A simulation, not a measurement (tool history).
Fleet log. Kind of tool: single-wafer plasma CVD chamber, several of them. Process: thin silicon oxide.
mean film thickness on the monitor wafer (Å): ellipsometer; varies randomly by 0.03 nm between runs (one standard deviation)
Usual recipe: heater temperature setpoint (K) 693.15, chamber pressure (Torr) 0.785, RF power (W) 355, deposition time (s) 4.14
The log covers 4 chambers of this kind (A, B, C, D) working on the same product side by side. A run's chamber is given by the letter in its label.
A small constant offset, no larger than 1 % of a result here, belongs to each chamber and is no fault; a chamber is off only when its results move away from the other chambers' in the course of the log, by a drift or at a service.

| run | hour | heater temperature setpoint (K) | chamber pressure (Torr) | RF power (W) | deposition time (s) | hours since the last thermocouple change | hours since the last RF generator calibration | hours since the last manometer calibration | read-back reference wafer on the same gauge, thickness_nm | mean film thickness on the monitor wafer (Å) |
|---|---|---|---|---|---|---|---|---|---|---|
| 1A | 9.3 | 693.15 | 0.785 | 355 | 4.14 | 914.5 | 882.6 | 609.6 | 7.8908 | 78.624 |
| 2B | 20.7 | 693.15 | 0.785 | 355 | 4.14 | 783.8 | 143.2 | 464.0 | 7.8907 | 79.350 |
| 3D | 30.0 | 693.15 | 0.785 | 355 | 4.14 | 310.9 | 56.3 | 399.1 | 7.8874 | 78.654 |
| 4C | 40.0 | 693.15 | 0.785 | 355 | 4.14 | 213.1 | 1379.4 | 325.5 | 7.8902 | 79.042 |
| 5A | 50.0 | 693.15 | 0.785 | 355 | 4.14 | 955.2 | 923.3 | 650.3 | 7.8857 | 79.110 |
| 6D | 65.1 | 693.15 | 0.785 | 355 | 4.14 | 346.0 | 91.4 | 434.2 | 7.8912 | 78.663 |
| 7B | 74.1 | 693.15 | 0.785 | 355 | 4.14 | 837.2 | 196.6 | 517.4 | 7.8866 | 79.220 |
| 8C | 85.6 | 701.15 | 0.785 | 295 | 4.14 | 258.7 | 1425.0 | 371.1 | 7.8923 | 72.862 |
| 9C | 96.1 | 701.15 | 0.785 | 295 | 4.14 | 269.2 | 1435.5 | 381.6 | 7.8907 | 73.089 |
| 10D | 106.7 | 701.15 | 0.785 | 295 | 4.14 | 387.6 | 133.0 | 475.8 | 7.8902 | 72.571 |
| 11B | 114.0 | 701.15 | 0.785 | 295 | 4.14 | 877.1 | 236.5 | 557.3 | 7.8886 | 73.365 |
| 12A | 127.1 | 693.15 | 0.785 | 355 | 4.14 | 1032.3 | 1000.4 | 727.4 | 7.8958 | 78.689 |
| 13D | 138.0 | 693.15 | 0.785 | 355 | 4.14 | 418.9 | 164.3 | 507.1 | 7.8979 | 78.180 |
| 14C | 148.3 | 693.15 | 0.785 | 355 | 4.14 | 321.4 | 1487.7 | 433.8 | 7.8911 | 79.499 |
| 15A | 156.1 | 693.15 | 0.785 | 355 | 4.14 | 1061.3 | 1029.4 | 756.4 | 7.8933 | 79.322 |
| 16B | 168.4 | 693.15 | 0.785 | 355 | 4.14 | 931.5 | 290.9 | 611.7 | 7.8857 | 79.403 |
| 17B | 176.7 | 693.15 | 0.661 | 355 | 3.84 | 939.8 | 299.2 | 620.0 | 7.9028 | 61.728 |
| 18A | 189.2 | 693.15 | 0.661 | 355 | 3.84 | 1094.4 | 1062.5 | 789.5 | 7.8862 | 61.510 |
| 19C | 198.3 | 693.15 | 0.661 | 355 | 3.84 | 371.4 | 1537.7 | 483.8 | 7.8845 | 62.573 |
| 20D | 208.4 | 693.15 | 0.661 | 355 | 3.84 | 489.3 | 234.7 | 577.5 | 7.8881 | 60.625 |
| 21A | 219.9 | 693.15 | 0.785 | 355 | 4.14 | 1125.1 | 1093.2 | 820.2 | 7.8880 | 78.436 |
| 22D | 233.0 | 693.15 | 0.785 | 355 | 4.14 | 513.9 | 259.3 | 602.1 | 7.8906 | 78.333 |
| 23C | 242.5 | 693.15 | 0.785 | 355 | 4.14 | 415.6 | 1581.9 | 528.0 | 7.8930 | 80.596 |
| 24B | 252.6 | 693.15 | 0.785 | 355 | 4.14 | 1015.7 | 375.1 | 695.9 | 7.8898 | 79.136 |
| 25B | 267.6 | 693.15 | 0.785 | 355 | 4.14 | 1030.7 | 390.1 | 710.9 | 7.8879 | 79.263 |
| 26A | 274.8 | 693.15 | 0.712 | 355 | 4.14 | 1180.0 | 1148.1 | 875.1 | 7.8900 | 71.659 |
| 27D | 285.2 | 693.15 | 0.712 | 355 | 4.14 | 566.1 | 311.5 | 654.3 | 7.8859 | 70.680 |
| 28C | 297.6 | 693.15 | 0.712 | 355 | 4.14 | 470.7 | 1637.0 | 583.1 | 7.8930 | 73.534 |
| 29D | 309.8 | 693.15 | 0.712 | 355 | 4.14 | 590.7 | 336.1 | 678.9 | 7.8836 | 71.420 |

One chamber off, gauge drift, or nothing amiss beyond the chambers' own small offsets? If it is a chamber, which one, and what is the likeliest cause?

One chamber, C, drifts off from the rest bit by bit.
Most likely cause: true pressure above the setpoint (%) = 2.51.

Which of the 4 candidates below, each the usual settings with something changed and its results left as question marks, puts chamber C back in line with what the other chambers give on the usual settings?
In line means no further than this from the other chambers' mean on the usual settings: mean film thickness on the monitor wafer (Å) 1.100
| 30C-1 | 321.6 | 694.15 | 0.785 | 330 | 4.14 |  |  |  |  | ? |
| 30C-2 | 321.6 | 693.15 | 0.761 | 350 | 4.05 |  |  |  |  | ? |
| 30C-3 | 321.6 | 693.15 | 0.809 | 360 | 4.23 |  |  |  |  | ? |
| 30C-4 | 321.6 | 693.15 | 0.806 | 360 | 4.14 |  |  |  |  | ? |

Average result of the remaining chambers running the usual settings: mean film thickness on the monitor wafer (Å) 78.919
| run | mean film thickness on the monitor wafer (Å) |
|---|---|
| 30C-1 | 78.543 |
| 30C-2 | 76.446 |
| 30C-3 | 85.517 |
| 30C-4 | 83.439 |
30C-1 brings the chamber back in line.

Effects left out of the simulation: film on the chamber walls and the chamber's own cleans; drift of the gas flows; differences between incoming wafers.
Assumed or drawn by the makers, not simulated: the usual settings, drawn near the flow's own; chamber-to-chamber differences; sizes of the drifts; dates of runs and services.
